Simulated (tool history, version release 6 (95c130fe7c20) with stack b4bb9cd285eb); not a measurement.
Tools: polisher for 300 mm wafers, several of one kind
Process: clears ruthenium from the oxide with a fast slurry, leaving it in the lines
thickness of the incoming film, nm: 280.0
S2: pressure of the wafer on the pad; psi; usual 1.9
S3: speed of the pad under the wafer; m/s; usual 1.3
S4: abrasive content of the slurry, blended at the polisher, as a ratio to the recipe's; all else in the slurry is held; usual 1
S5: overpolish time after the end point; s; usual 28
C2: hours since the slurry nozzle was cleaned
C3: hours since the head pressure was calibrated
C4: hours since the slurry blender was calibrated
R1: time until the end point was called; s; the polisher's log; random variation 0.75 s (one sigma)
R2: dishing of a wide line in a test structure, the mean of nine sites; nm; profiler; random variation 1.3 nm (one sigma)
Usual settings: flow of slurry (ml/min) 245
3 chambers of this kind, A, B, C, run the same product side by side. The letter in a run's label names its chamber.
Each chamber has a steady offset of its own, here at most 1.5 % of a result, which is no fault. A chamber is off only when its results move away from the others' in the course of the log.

run 1B day=0.162 | flow_of_slurry_(ml/min)=245 S2=1.9 S3=1.3 S4=1 S5=28 | wafers_polished_on_this_pad=500 C2=218.1 C3=583.1 C4=126.1 | R1=70.509 R2=76.746
-- day=0.25 chamber B: worn pad replaced by a new one
run 2A day=0.296 | flow_of_slurry_(ml/min)=245 S2=1.9 S3=1.3 S4=1 S5=28 | wafers_polished_on_this_pad=213 C2=108.5 C3=582.8 C4=135.8 | R1=69.882 R2=78.927
run 3C day=0.392 | flow_of_slurry_(ml/min)=245 S2=1.9 S3=1.3 S4=1 S5=28 | wafers_polished_on_this_pad=815 C2=474.7 C3=727.6 C4=91 | R1=70.209 R2=79
-- day=0.462 chamber C: head pressure recalibrated
run 4C day=0.5 | flow_of_slurry_(ml/min)=245 S2=1.9 S3=1.3 S4=1 S5=28 | wafers_polished_on_this_pad=844 C2=477.3 C3=0.9 C4=93.6 | R1=69.537 R2=79.251
run 5B day=0.638 | flow_of_slurry_(ml/min)=245 S2=1.6 S3=1.3 S4=1 S5=28 | wafers_polished_on_this_pad=106 C2=229.5 C3=594.5 C4=137.5 | R1=82.433 R2=69.014
run 6A day=0.812 | flow_of_slurry_(ml/min)=245 S2=1.6 S3=1.3 S4=1 S5=28 | wafers_polished_on_this_pad=354 C2=120.9 C3=595.2 C4=148.2 | R1=82.247 R2=69.491
run 7B day=0.929 | flow_of_slurry_(ml/min)=245 S2=1.6 S3=1.3 S4=1 S5=28 | wafers_polished_on_this_pad=186 C2=236.5 C3=601.5 C4=144.5 | R1=84.784 R2=67.328
run 8A day=1.1 | flow_of_slurry_(ml/min)=245 S2=1.9 S3=1.3 S4=1 S5=28 | wafers_polished_on_this_pad=432 C2=127.8 C3=602.1 C4=155.1 | R1=68.889 R2=80.418
run 9C day=1.238 | flow_of_slurry_(ml/min)=245 S2=1.9 S3=1.3 S4=1 S5=28 | wafers_polished_on_this_pad=1045 C2=495 C3=18.6 C4=111.3 | R1=69.085 R2=76.701
run 10B day=1.321 | flow_of_slurry_(ml/min)=245 S2=1.9 S3=1.3 S4=1 S5=28 | wafers_polished_on_this_pad=293 C2=245.9 C3=610.9 C4=153.9 | R1=70.361 R2=78.149
run 11C day=1.425 | flow_of_slurry_(ml/min)=245 S2=1.9 S3=1.3 S4=1 S5=28 | wafers_polished_on_this_pad=1097 C2=499.5 C3=23.1 C4=115.8 | R1=70.494 R2=75.513
run 12A day=1.542 | flow_of_slurry_(ml/min)=245 S2=1.9 S3=1.3 S4=1 S5=28 | wafers_polished_on_this_pad=553 C2=138.4 C3=612.7 C4=165.7 | R1=70.274 R2=77.63
-- day=1.633 chamber B: head pressure recalibrated
run 13A day=1.675 | flow_of_slurry_(ml/min)=245 S2=1.9 S3=1.3 S4=1 S5=28 | wafers_polished_on_this_pad=589 C2=141.6 C3=615.9 C4=168.9 | R1=71.436 R2=79.702
run 14C day=1.796 | flow_of_slurry_(ml/min)=245 S2=2.5 S3=1.3 S4=1 S5=22 | wafers_polished_on_this_pad=1198 C2=508.4 C3=32 C4=124.7 | R1=53.741 R2=81.226
-- day=1.808 chamber A: worn pad replaced by a new one
-- day=1.879 chamber C: worn pad replaced by a new one
run 15B day=1.917 | flow_of_slurry_(ml/min)=245 S2=2.5 S3=1.3 S4=1 S5=22 | wafers_polished_on_this_pad=455 C2=260.2 C3=6.8 C4=168.2 | R1=60.81 R2=73.578
-- day=2.025 chamber C: slurry nozzle cleaned
run 16C day=2.071 | flow_of_slurry_(ml/min)=245 S2=2.5 S3=1.3 S4=1 S5=22 | wafers_polished_on_this_pad=53 C2=1.1 C3=38.6 C4=131.3 | R1=53.977 R2=81.193
run 17A day=2.225 | flow_of_slurry_(ml/min)=245 S2=1.9 S3=1.3 S4=1 S5=28 | wafers_polished_on_this_pad=114 C2=154.8 C3=629.1 C4=182.1 | R1=71.24 R2=80.152
run 18B day=2.392 | flow_of_slurry_(ml/min)=245 S2=1.9 S3=1.3 S4=1 S5=28 | wafers_polished_on_this_pad=585 C2=271.6 C3=18.2 C4=179.6 | R1=79.704 R2=71.261
-- day=2.462 chamber B: worn pad replaced by a new one
run 19A day=2.504 | flow_of_slurry_(ml/min)=245 S2=1.9 S3=1.3 S4=1 S5=28 | wafers_polished_on_this_pad=190 C2=161.5 C3=635.8 C4=188.8 | R1=71.003 R2=78.614
run 20B day=2.646 | flow_of_slurry_(ml/min)=245 S2=1.9 S3=1.3 S4=1 S5=28 | wafers_polished_on_this_pad=51 C2=277.7 C3=24.3 C4=185.7 | R1=79.692 R2=71.699
run 21C day=2.729 | flow_of_slurry_(ml/min)=245 S2=1.9 S3=1.3 S4=1 S5=28 | wafers_polished_on_this_pad=232 C2=16.9 C3=54.4 C4=147.1 | R1=69.337 R2=79.937
run 22A day=2.883 | flow_of_slurry_(ml/min)=245 S2=1.9 S3=1.3 S4=1 S5=28 | wafers_polished_on_this_pad=293 C2=170.6 C3=644.9 C4=197.9 | R1=70.672 R2=78.2
run 23C day=2.988 | flow_of_slurry_(ml/min)=245 S2=1.9 S3=1.3 S4=1 S5=28 | wafers_polished_on_this_pad=303 C2=23.1 C3=60.6 C4=153.3 | R1=68.972 R2=76.551
run 24B day=3.158 | flow_of_slurry_(ml/min)=245 S2=1.9 S3=1.3 S4=1 S5=28 | wafers_polished_on_this_pad=190 C2=290 C3=36.6 C4=198 | R1=78.765 R2=69.214
run 25B day=3.317 | flow_of_slurry_(ml/min)=245 S2=1.9 S3=1.3 S4=1 S5=28 | wafers_polished_on_this_pad=234 C2=293.8 C3=40.4 C4=201.8 | R1=79.398 R2=70.228
run 26C day=3.483 | flow_of_slurry_(ml/min)=245 S2=1.4 S3=1.3 S4=1 S5=28 | wafers_polished_on_this_pad=438 C2=35 C3=72.5 C4=165.2 | R1=92.727 R2=64.471

Is one chamber off against the others, does the gauge drift, or is nothing wrong? If a chamber is off, say which, and what the likeliest cause is.

A service left chamber B off against the others.
Cause: head's pressure below its setpoint, % = 11.7.

Here are 4 candidates for chamber B's next run, each the usual settings with a change, their results left as question marks. Which one brings its results back in line with what the others give on the usual settings?
In line means no further than this from the other chambers' mean on the usual settings: R1 2.7 s; R2 4.5 nm
run 27B-1 day=3.608 | flow_of_slurry_(ml/min)=250 S2=2.1 S3=1.42 S4=1.05 S5=29 | R1=? R2=?
run 27B-2 day=3.608 | flow_of_slurry_(ml/min)=245 S2=1.8 S3=1.22 S4=1 S5=28 | R1=? R2=?
run 27B-3 day=3.608 | flow_of_slurry_(ml/min)=245 S2=1.7 S3=1.18 S4=0.95 S5=28 | R1=? R2=?
run 27B-4 day=3.608 | flow_of_slurry_(ml/min)=245 S2=2 S3=1.4 S4=1 S5=28 | R1=? R2=?

The other chambers' mean on the usual settings: R1 69.979 s; R2 78.618 nm
run=27B-1 R1=64.622 R2=84.676
run=27B-2 R1=90.029 R2=64.151
run=27B-3 R1=100.93 R2=58.505
run=27B-4 R1=70.51 R2=77.446
27B-4 brings the chamber back in line.
